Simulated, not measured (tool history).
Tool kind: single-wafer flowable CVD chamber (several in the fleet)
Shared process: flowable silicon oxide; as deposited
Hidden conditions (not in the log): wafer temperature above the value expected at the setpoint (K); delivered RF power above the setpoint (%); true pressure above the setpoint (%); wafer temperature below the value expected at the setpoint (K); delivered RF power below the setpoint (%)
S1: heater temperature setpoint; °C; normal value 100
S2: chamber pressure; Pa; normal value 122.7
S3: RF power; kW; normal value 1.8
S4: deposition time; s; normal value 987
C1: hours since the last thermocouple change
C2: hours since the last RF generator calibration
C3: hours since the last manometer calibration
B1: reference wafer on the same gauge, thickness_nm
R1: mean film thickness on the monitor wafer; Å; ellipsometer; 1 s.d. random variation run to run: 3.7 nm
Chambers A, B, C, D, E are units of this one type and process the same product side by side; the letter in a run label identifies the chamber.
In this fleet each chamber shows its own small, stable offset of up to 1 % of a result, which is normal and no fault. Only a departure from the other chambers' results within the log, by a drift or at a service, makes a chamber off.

run,day,S1,S2,S3,S4,C1,C2,C3,B1,R1
1C,0.146,100,122.7,1.8,987,196,246.5,1739.9,742.68,7023.8
2D,0.304,100,122.7,1.8,987,700.6,406,1054,742.16,7012.3
3E,0.446,100,122.7,1.8,987,1099.6,1072.1,1636.6,743.63,6951.4
4A,0.621,100,122.7,1.8,987,1583.9,1941.7,1524.7,742.46,6959.5
5B,0.725,100,136.3,1.8,987,805.3,475,511.2,742,8042.3
6C,0.871,100,136.3,1.8,987,213.4,263.9,1757.3,741.58,7891.7
7A,0.992,100,136.3,1.8,987,1592.8,1950.6,1533.6,742.79,7934.2
8D,1.142,100,136.3,1.8,987,720.7,426.1,1074.1,743.64,7940.1
9B,1.329,100,136.3,1.8,987,819.8,489.5,525.7,743.04,8051.6
10E,1.421,100,122.7,1.8,987,1123,1095.5,1660,742.77,6948.3
11C,1.508,100,122.7,1.8,987,228.7,279.2,1772.6,743.15,6972.7
12D,1.633,100,122.7,1.8,987,732.5,437.9,1085.9,743.38,7003.5
13B,1.821,100,122.7,1.935,987,831.6,501.3,537.5,742.43,7240
# day 1.896: chamber C: capacitance manometer re-zeroed and calibrated
14E,1.946,100,122.7,1.935,987,1135.6,1108.1,1672.6,743.89,7139.1
15A,2.075,100,122.7,1.935,987,1618.8,1976.6,1559.6,741.85,7065.4
# day 2.108: chamber A: capacitance manometer re-zeroed and calibrated
16C,2.196,100,122.7,1.935,987,245.2,295.7,7.3,743.3,7065.1
17E,2.371,100,122.7,1.935,987,1145.8,1118.3,1682.8,743.71,7070.8
18B,2.5,100,122.7,1.8,987,847.9,517.6,553.8,742.84,7129.7
19D,2.6,100,122.7,1.8,987,755.7,461.1,1109.1,742.41,6955.1
20A,2.717,100,122.7,1.8,987,1634.2,1992,14.7,743.13,7018.3
21A,2.858,100,122.7,1.8,987,1637.6,1995.4,18.1,742.87,6992.2
22E,3,100,122.7,1.8,987,1160.9,1133.4,1697.9,743.8,6907.8
23C,3.167,100,122.7,1.8,987,268.5,319,30.6,741.93,6933.2
24D,3.254,100,102.1,1.8,1084,771.4,476.8,1124.8,743.08,6061.9
25B,3.354,100,102.1,1.8,1084,868.4,538.1,574.3,743.14,6263
26D,3.446,100,102.1,1.8,1084,776,481.4,1129.4,742.21,6118.6
27E,3.604,100,102.1,1.8,1084,1175.4,1147.9,1712.4,743.84,6009.8
28A,3.729,100,102.1,1.8,1084,1658.5,2016.3,39,742.91,6131.1
29B,3.817,113,134.1,1.8,987,879.5,549.2,585.4,742.52,5252.9
30C,3.9,113,134.1,1.8,987,286.1,336.6,48.2,742.73,5085.5
31E,4.071,113,134.1,1.8,987,1186.6,1159.1,1723.6,744.21,5036.4
32D,4.192,113,134.1,1.8,987,793.9,499.3,1147.3,743.5,5058.9
33B,4.371,113,134.1,1.8,987,892.8,562.5,598.7,742.85,5249.2
34C,4.492,100,122.7,1.8,987,300.3,350.8,62.4,742.75,7017.1
35A,4.629,100,122.7,1.8,987,1680.1,2037.9,60.6,743.06,6987.9
36E,4.817,100,122.7,1.8,987,1204.5,1177,1741.5,743.18,6954.3
37A,4.975,100,122.7,1.455,987,1688.4,2046.2,68.9,743.51,6604.2
38B,5.154,100,122.7,1.455,987,911.6,581.3,617.5,742.73,6871.2
39C,5.329,100,122.7,1.455,987,320.4,370.9,82.5,742.44,6522.2
40D,5.417,100,122.7,1.455,987,823.3,528.7,1176.7,742.74,6604.5

Is one chamber off against the others, does the gauge drift, or is nothing wrong? If a chamber is off, say which, and what the likeliest cause is.

It is chamber B that slowly wanders off from its peers.
Most likely cause: wafer temperature below the value expected at the setpoint (K) = 1.54.
Not necessarily distinguishable in this log from: true pressure above the setpoint (%).

Below are 4 candidate recipes for chamber B's next run, each the usual settings with a change, their results shown as question marks. Which of them brings B's results back in line with what the other chambers give on the usual settings?
Allowed miss from the other chambers' usual-settings mean, per result, to count as in line: R1 130 Å
41B-1,5.554,101,121.3,1.8,982,,,,,?
41B-2,5.554,100,122.7,1.8,968,,,,,?
41B-3,5.554,99,124,1.8,992,,,,,?
41B-4,5.554,100,124.5,1.8,987,,,,,?

On the usual settings, the other chambers give on average: R1 6973.5 Å
run,R1
41B-1,6984.7
41B-2,7212.1
41B-3,7742.1
41B-4,7491.5
41B-1 is the one that brings the chamber's results back in line with the other chambers.
